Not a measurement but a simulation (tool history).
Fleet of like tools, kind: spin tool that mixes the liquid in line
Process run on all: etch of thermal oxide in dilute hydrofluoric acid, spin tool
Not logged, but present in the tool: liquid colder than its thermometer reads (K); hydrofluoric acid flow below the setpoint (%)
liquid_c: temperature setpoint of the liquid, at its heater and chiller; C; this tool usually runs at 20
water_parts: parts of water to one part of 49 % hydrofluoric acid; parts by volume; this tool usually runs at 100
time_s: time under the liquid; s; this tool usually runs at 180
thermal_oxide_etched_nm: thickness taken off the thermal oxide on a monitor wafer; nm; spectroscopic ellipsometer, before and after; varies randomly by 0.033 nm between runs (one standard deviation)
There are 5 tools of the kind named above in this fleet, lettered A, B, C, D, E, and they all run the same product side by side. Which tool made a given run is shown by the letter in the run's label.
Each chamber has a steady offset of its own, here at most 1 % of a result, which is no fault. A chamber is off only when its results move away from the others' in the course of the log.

| run | hour | liquid_c | water_parts | time_s | hours since the thermometer was replaced | hours since the hydrofluoric acid flow meter was replaced | read-back film thickness of the thermal oxide reference wafer, read on the same gauge (nm) | thermal_oxide_etched_nm |
|---|---|---|---|---|---|---|---|---|
| 1A | 9.6 | 20 | 100 | 180 | 423.2 | 172.6 | 130 | 7.3003 |
| 2E | 18 | 20 | 100 | 180 | 231.9 | 367.1 | 130.02 | 7.3018 |
|  | 24.1 | chamber B: hydrofluoric acid flow meter replaced |
| 3C | 24.4 | 20 | 100 | 180 | 499.9 | 666.8 | 129.98 | 7.2981 |
| 4D | 29.7 | 20 | 100 | 180 | 252.8 | 1295.6 | 129.97 | 7.284 |
| 5B | 35.9 | 20 | 100 | 180 | 2234.3 | 11.9 | 129.99 | 7.2431 |
| 6E | 42.4 | 20 | 100 | 180 | 256.3 | 391.5 | 130 | 7.3653 |
| 7D | 49.7 | 20 | 100 | 180 | 272.8 | 1315.6 | 129.98 | 7.301 |
| 8C | 58.3 | 20 | 100 | 180 | 533.8 | 700.7 | 129.99 | 7.2507 |
| 9B | 64.7 | 20 | 100 | 180 | 2263.1 | 40.7 | 130.03 | 7.3138 |
| 10A | 72 | 20 | 125 | 110 | 485.6 | 235 | 129.96 | 3.4968 |
| 11C | 78.5 | 20 | 125 | 110 | 554 | 720.9 | 130 | 3.4522 |
| 12B | 83.1 | 20 | 125 | 110 | 2281.5 | 59.1 | 129.98 | 3.4531 |
| 13E | 89.6 | 20 | 125 | 110 | 303.5 | 438.7 | 129.99 | 3.4808 |
| 14D | 97.3 | 20 | 125 | 110 | 320.4 | 1363.2 | 130.02 | 3.4929 |
| 15A | 105.4 | 20 | 100 | 180 | 519 | 268.4 | 130 | 7.2858 |
| 16B | 111.9 | 20 | 60 | 180 | 2310.3 | 87.9 | 129.99 | 12.712 |
| 17E | 120.1 | 20 | 60 | 180 | 334 | 469.2 | 130.02 | 12.862 |
| 18A | 127.6 | 20 | 60 | 180 | 541.2 | 290.6 | 129.97 | 12.971 |
| 19C | 133.5 | 20 | 60 | 180 | 609 | 775.9 | 130.01 | 12.686 |
| 20D | 142.4 | 20 | 60 | 180 | 365.5 | 1408.3 | 129.99 | 12.738 |
| 21D | 151.6 | 20 | 100 | 180 | 374.7 | 1417.5 | 130.04 | 7.3361 |
| 22B | 161.1 | 20 | 100 | 180 | 2359.5 | 137.1 | 129.98 | 7.2539 |
| 23E | 170.5 | 20 | 100 | 180 | 384.4 | 519.6 | 130 | 7.2665 |
|  | 173.3 | chamber C: thermometer replaced |
|  | 175.7 | chamber B: thermometer replaced |
| 24A | 176.5 | 20 | 100 | 180 | 590.1 | 339.5 | 130.03 | 7.3281 |
| 25C | 182.2 | 20 | 100 | 180 | 9 | 824.6 | 130 | 7.3025 |
| 26E | 189 | 20 | 100 | 180 | 402.9 | 538.1 | 130.03 | 7.3236 |
| 27B | 196.2 | 20 | 100 | 180 | 20.6 | 172.2 | 129.99 | 7.2426 |
| 28C | 203.2 | 20 | 100 | 180 | 30 | 845.6 | 130.01 | 7.3026 |
| 29D | 207.9 | 20 | 100 | 180 | 431 | 1473.8 | 129.98 | 7.3134 |
| 30A | 217.9 | 20 | 145 | 180 | 631.5 | 380.9 | 130 | 4.8275 |
| 31C | 222.6 | 20 | 145 | 180 | 49.4 | 865 | 129.99 | 4.7668 |
| 32E | 227 | 20 | 145 | 180 | 440.9 | 576.1 | 129.97 | 4.845 |
| 33A | 234.3 | 20 | 145 | 180 | 647.9 | 397.3 | 130.01 | 4.8593 |
| 34D | 242.6 | 20 | 145 | 180 | 465.7 | 1508.5 | 129.98 | 4.8551 |
| 35B | 249.4 | 20 | 100 | 180 | 73.8 | 225.4 | 130.03 | 7.262 |
| 36C | 254.9 | 20 | 100 | 180 | 81.7 | 897.3 | 130 | 7.2701 |
| 37B | 260.4 | 20 | 100 | 180 | 84.8 | 236.4 | 129.96 | 7.2019 |

All 5 chambers run these settings next. Forecast each chamber's results:
| 38A | 267.7 | 20 | 100 | 180 |  |  |  | ? |
| 38B | 267.7 | 20 | 100 | 180 |  |  |  | ? |
| 38C | 267.7 | 20 | 100 | 180 |  |  |  | ? |
| 38D | 267.7 | 20 | 100 | 180 |  |  |  | ? |
| 38E | 267.7 | 20 | 100 | 180 |  |  |  | ? |

| run | thermal_oxide_etched_nm |
|---|---|
| 38A | 7.3738 |
| 38B | 7.2747 |
| 38C | 7.3091 |
| 38D | 7.3652 |
| 38E | 7.3389 |

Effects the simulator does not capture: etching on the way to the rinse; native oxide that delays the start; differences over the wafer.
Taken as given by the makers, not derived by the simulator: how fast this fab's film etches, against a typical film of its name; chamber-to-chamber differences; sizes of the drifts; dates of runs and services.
